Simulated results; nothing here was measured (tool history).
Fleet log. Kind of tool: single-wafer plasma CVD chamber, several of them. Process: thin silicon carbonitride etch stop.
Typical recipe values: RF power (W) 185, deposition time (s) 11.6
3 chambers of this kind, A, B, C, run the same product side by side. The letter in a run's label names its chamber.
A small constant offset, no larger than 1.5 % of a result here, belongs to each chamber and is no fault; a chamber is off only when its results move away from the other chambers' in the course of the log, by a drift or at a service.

run,hour,RF power (W),deposition time (s),"read-back reference wafer on the same gauge, thickness_nm",mean film thickness on the monitor wafer (Å)
1B,4.8,185,11.6,6.2401,65.099
2A,9.5,185,11.6,6.2442,64.654
3C,13.9,185,11.6,6.2412,65.608
4A,16.8,185,11.6,6.2395,64.249
5B,21.2,185,11.6,6.2347,65.754
6C,23.9,185,11.6,6.2413,65.242
7B,26.6,185,11.6,6.2454,65.076
8A,28.8,185,11.6,6.2424,64.197
9C,32.6,185,11.6,6.2402,65.053
10A,35.7,185,11.6,6.2457,64.431
11B,37.9,150,12.7,6.2458,67.165
12C,42.2,150,12.7,6.2473,67.012
13B,45.8,150,12.7,6.2410,67.024
14C,49.8,185,11.6,6.2408,65.332
15A,52.7,185,11.6,6.2396,64.122
16B,56.2,185,11.6,6.2417,65.542
17A,59.2,185,11.6,6.2396,64.069
18C,62.2,185,11.6,6.2418,65.171
19B,64.6,185,11.6,6.2406,65.373
20C,67.8,185,11.6,6.2384,65.072
21A,70.9,185,11.6,6.2394,64.862
22B,75.4,185,11.6,6.2317,65.718
23A,78.2,185,11.6,6.2364,64.727
24C,80.6,185,11.6,6.2416,65.233
25C,84.3,185,11.6,6.2394,65.435

What goes on in this fleet: one chamber off, a drifting gauge, or nothing beyond the chambers' own small offsets? Name the chamber and the cause, if any.

The fleet is healthy, with each chamber sitting at its usual small offset and no drift in the gauge.
